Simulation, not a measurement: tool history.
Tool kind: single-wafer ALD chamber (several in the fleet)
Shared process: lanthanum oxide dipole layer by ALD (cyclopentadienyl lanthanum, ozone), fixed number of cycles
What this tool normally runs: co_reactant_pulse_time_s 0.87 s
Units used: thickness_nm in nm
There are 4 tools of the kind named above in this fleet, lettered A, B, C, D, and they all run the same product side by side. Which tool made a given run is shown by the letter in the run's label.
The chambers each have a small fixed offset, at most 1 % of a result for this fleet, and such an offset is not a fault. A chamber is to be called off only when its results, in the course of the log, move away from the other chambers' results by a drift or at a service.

run	day	co_reactant_pulse_time_s	read-back reference wafer on the same gauge, thickness_nm	thickness_nm
1B	0.458	0.87	0.44210	0.47915
2A	0.996	0.87	0.44245	0.47856
3C	1.625	0.87	0.44221	0.47763
4D	2.033	0.87	0.44193	0.47848
5D	2.408	0.65	0.44200	0.42204
6A	2.825	0.65	0.44205	0.42196
# day 3.142: chamber A: thermocouple changed; heater temperature recalibrated
7C	3.175	0.65	0.44201	0.41976
8B	3.633	0.65	0.44191	0.42229
9D	4.133	0.87	0.44199	0.47650
10B	4.546	0.65	0.44213	0.42328
11C	5.058	0.65	0.44217	0.41842
12A	5.708	0.65	0.44210	0.42259
13B	6.279	0.65	0.44181	0.42165
14A	6.854	1.05	0.44213	0.50877
15C	7.154	1.05	0.44231	0.50940
16D	7.708	1.05	0.44175	0.50676
17B	8.221	1.05	0.44199	0.50992
18C	8.658	1.17	0.44209	0.52348
19A	9.004	1.17	0.44231	0.52536
20D	9.600	1.17	0.44207	0.52369
# day 9.829: chamber D: thermocouple changed; heater temperature recalibrated
21A	10.225	1.17	0.44198	0.52521
22B	10.762	0.87	0.44228	0.47912
23D	11.454	0.87	0.44221	0.47168
24C	11.883	1.05	0.44206	0.50963
25D	12.204	1.05	0.44228	0.50076
26A	12.796	1.05	0.44228	0.51023
27B	13.421	1.05	0.44224	0.51328
28C	13.833	0.87	0.44188	0.47632
29D	14.362	0.87	0.44209	0.47122
30C	14.733	0.87	0.44183	0.47617
31A	15.338	0.87	0.44201	0.48137
32B	15.775	0.87	0.44183	0.47851

What goes on in this fleet: one chamber off, a drifting gauge, or nothing beyond the chambers' own small offsets? Name the chamber and the cause, if any.

Chamber D drifts away from the others.
Most likely cause: ozone dose below that of a generator just serviced (%) = 6.61.

Chamber D could run next with any of the 4 candidate recipes listed below; each alters the usual settings, and their results appear as question marks. Which one brings its results back in line with what the other chambers deliver on the usual settings?
In-line tolerance around the mean of the other chambers on the usual settings: thickness_nm 0.00440 nm
33D-1	16.271	0.93		?
33D-2	16.271	0.97		?
33D-3	16.271	0.78		?
33D-4	16.271	0.81		?

The mean the other chambers reach with the usual settings: thickness_nm 0.47847 nm
run	thickness_nm
33D-1	0.47866
33D-2	0.48609
33D-3	0.44526
33D-4	0.45272
33D-1 brings the chamber back in line.
